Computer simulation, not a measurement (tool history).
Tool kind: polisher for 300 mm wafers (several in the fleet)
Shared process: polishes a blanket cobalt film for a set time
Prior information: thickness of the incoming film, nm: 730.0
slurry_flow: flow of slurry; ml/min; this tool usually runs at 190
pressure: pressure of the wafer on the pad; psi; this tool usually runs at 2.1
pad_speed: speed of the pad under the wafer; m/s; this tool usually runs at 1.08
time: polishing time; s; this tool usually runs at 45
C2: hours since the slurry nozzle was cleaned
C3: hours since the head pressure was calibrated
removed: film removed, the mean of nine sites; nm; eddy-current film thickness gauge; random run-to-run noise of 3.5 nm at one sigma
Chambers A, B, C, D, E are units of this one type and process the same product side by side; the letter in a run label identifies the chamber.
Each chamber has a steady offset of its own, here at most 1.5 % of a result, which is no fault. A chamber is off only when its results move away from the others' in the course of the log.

Run 1C, day 0.412: usual settings; wafers polished on this pad 236; C2 134.4; C3 124.0. Result: removed 288.90 nm.
Run 2D, day 0.762: usual settings; wafers polished on this pad 716; C2 29.1; C3 31.5. Result: removed 284.84 nm.
At day 0.988: chamber B: worn pad replaced by a new one.
At day 1.029: chamber D: worn pad replaced by a new one.
Run 3B, day 1.158: usual settings; wafers polished on this pad 52; C2 412.7; C3 661.6. Result: removed 294.30 nm.
Run 4E, day 1.608: usual settings; wafers polished on this pad 566; C2 297.8; C3 347.7. Result: removed 293.26 nm.
Run 5A, day 1.917: usual settings; wafers polished on this pad 680; C2 351.3; C3 794.0. Result: removed 289.98 nm.
At day 2.079: chamber E: slurry nozzle cleaned.
At day 2.254: chamber C: worn pad replaced by a new one.
At day 2.304: chamber E: worn pad replaced by a new one.
Run 6D, day 2.392: usual settings; wafers polished on this pad 422; C2 68.2; C3 70.6. Result: removed 292.42 nm.
Run 7E, day 2.662: usual settings; wafers polished on this pad 112; C2 14.0; C3 373.0. Result: removed 292.99 nm.
Run 8C, day 2.971: usual settings; wafers polished on this pad 222; C2 195.8; C3 185.4. Result: removed 289.87 nm.
At day 3.200: chamber A: worn pad replaced by a new one.
Run 9B, day 3.467: usual settings; wafers polished on this pad 768; C2 468.1; C3 717.0. Result: removed 282.23 nm.
At day 3.592: chamber B: worn pad replaced by a new one.
At day 3.704: chamber D: worn pad replaced by a new one.
Run 10A, day 3.779: usual settings; wafers polished on this pad 179; C2 396.0; C3 838.7. Result: removed 291.10 nm.
Run 11E, day 4.254: usual settings; wafers polished on this pad 605; C2 52.2; C3 411.2. Result: removed 300.54 nm.
Run 12C, day 4.492: usual settings; wafers polished on this pad 694; C2 232.3; C3 221.9. Result: removed 291.38 nm.
Run 13B, day 4.988: usual settings; wafers polished on this pad 432; C2 504.6; C3 753.5. Result: removed 287.07 nm.
At day 5.121: chamber B: slurry nozzle cleaned.
At day 5.262: chamber E: worn pad replaced by a new one.
At day 5.379: chamber C: worn pad replaced by a new one.
Run 14D, day 5.446: usual settings but pressure 2.7 psi; wafers polished on this pad 539; C2 141.5; C3 143.9. Result: removed 379.37 nm.
Run 15A, day 5.838: usual settings but pressure 2.7 psi; wafers polished on this pad 817; C2 445.4; C3 888.1. Result: removed 373.86 nm.
At day 5.883: chamber B: head pressure recalibrated.
At day 6.004: chamber A: slurry nozzle cleaned.
Run 16A, day 6.292: usual settings but pressure 2.7 psi; wafers polished on this pad 958; C2 7.0; C3 899.0. Result: removed 372.76 nm.
At day 6.346: chamber D: worn pad replaced by a new one.
At day 6.612: chamber A: worn pad replaced by a new one.
Run 17E, day 6.658: usual settings but pressure 2.7 psi; wafers polished on this pad 432; C2 109.9; C3 468.9. Result: removed 371.55 nm.
At day 6.921: chamber B: worn pad replaced by a new one.
Run 18D, day 7.158: usual settings but pressure 2.7 psi; wafers polished on this pad 252; C2 182.6; C3 185.0. Result: removed 368.90 nm.
Run 19B, day 7.558: usual settings but pad_speed 1.22 m/s, time 60 s; wafers polished on this pad 198; C2 58.6; C3 40.3. Result: removed 437.90 nm.
Run 20C, day 8.004: usual settings but pad_speed 1.22 m/s, time 60 s; wafers polished on this pad 814; C2 316.6; C3 306.2. Result: removed 432.26 nm.
At day 8.042: chamber A: head pressure recalibrated.
At day 8.088: chamber E: worn pad replaced by a new one.
Run 21C, day 8.412: usual settings but pad_speed 1.22 m/s, time 60 s; wafers polished on this pad 940; C2 326.4; C3 316.0. Result: removed 437.58 nm.
At day 8.500: chamber C: worn pad replaced by a new one.
At day 8.554: chamber D: worn pad replaced by a new one.
Run 22E, day 8.800: usual settings but pad_speed 1.22 m/s, time 60 s; wafers polished on this pad 221; C2 161.3; C3 520.3. Result: removed 436.94 nm.
Run 23B, day 9.212: usual settings but pad_speed 1.22 m/s, time 60 s; wafers polished on this pad 711; C2 98.3; C3 80.0. Result: removed 431.60 nm.
Run 24D, day 9.642: usual settings; wafers polished on this pad 337; C2 242.2; C3 244.6. Result: removed 282.46 nm.
Run 25A, day 10.088: usual settings; wafers polished on this pad 1077; C2 98.1; C3 49.1. Result: removed 317.60 nm.
At day 10.233: chamber B: worn pad replaced by a new one.
Run 26C, day 10.317: usual settings; wafers polished on this pad 563; C2 372.1; C3 361.7. Result: removed 288.82 nm.
At day 10.333: chamber E: worn pad replaced by a new one.
At day 10.462: chamber A: worn pad replaced by a new one.
Run 27B, day 10.638: usual settings but slurry_flow 150 ml/min, time 59 s; wafers polished on this pad 125; C2 132.5; C3 114.2. Result: removed 370.72 nm.
At day 10.992: chamber C: worn pad replaced by a new one.
Run 28E, day 11.038: usual settings but slurry_flow 150 ml/min, time 59 s; wafers polished on this pad 218; C2 215.0; C3 574.0. Result: removed 365.18 nm.
Run 29A, day 11.417: usual settings but slurry_flow 150 ml/min, time 59 s; wafers polished on this pad 296; C2 130.0; C3 81.0. Result: removed 398.19 nm.
At day 11.525: chamber D: worn pad replaced by a new one.
Run 30D, day 11.838: usual settings but slurry_flow 150 ml/min, time 59 s; wafers polished on this pad 97; C2 294.9; C3 297.3. Result: removed 363.89 nm.
Run 31D, day 12.067: usual settings but slurry_flow 150 ml/min, time 59 s; wafers polished on this pad 168; C2 300.4; C3 302.8. Result: removed 355.07 nm.
Run 32C, day 12.300: usual settings; wafers polished on this pad 406; C2 419.7; C3 409.3. Result: removed 283.92 nm.
Run 33B, day 12.588: usual settings; wafers polished on this pad 730; C2 179.3; C3 161.0. Result: removed 284.26 nm.
At day 12.946: chamber E: worn pad replaced by a new one.
Run 34E, day 12.958: usual settings; wafers polished on this pad 4; C2 261.1; C3 620.1. Result: removed 291.90 nm.

Decide between three cases: one chamber stands off from its peers, the gauge reading all wafers drifts, or nothing is wrong past each chamber's small offset. Where a chamber is off, say which and what most likely put it there.

The work done on chamber A during a service left it standing apart from the others.
Likeliest cause: head's pressure above its setpoint, % = 10.9.

Which of the 4 candidates below, each the usual settings with something changed and its results left as question marks, puts chamber A back in line with what the other chambers give on the usual settings?
A result is in line if it is within this distance of the other chambers' mean on the usual settings: removed 12.00 nm
Run 35A-1, day 13.312: usual settings but time 49 s. Result: removed ?.
Run 35A-2, day 13.312: usual settings but pad_speed 1.02 m/s, time 43 s. Result: removed ?.
Run 35A-3, day 13.312: usual settings but time 37 s. Result: removed ?.
Run 35A-4, day 13.312: usual settings but pressure 2.3 psi, pad_speed 1.18 m/s. Result: removed ?.

The mean the other chambers reach with the usual settings: removed 289.14 nm
  run  removed
35A-1   347.23
35A-2   287.66
35A-3   262.20
35A-4   381.83
35A-2 is the one that brings the chamber's results back in line with the other chambers.

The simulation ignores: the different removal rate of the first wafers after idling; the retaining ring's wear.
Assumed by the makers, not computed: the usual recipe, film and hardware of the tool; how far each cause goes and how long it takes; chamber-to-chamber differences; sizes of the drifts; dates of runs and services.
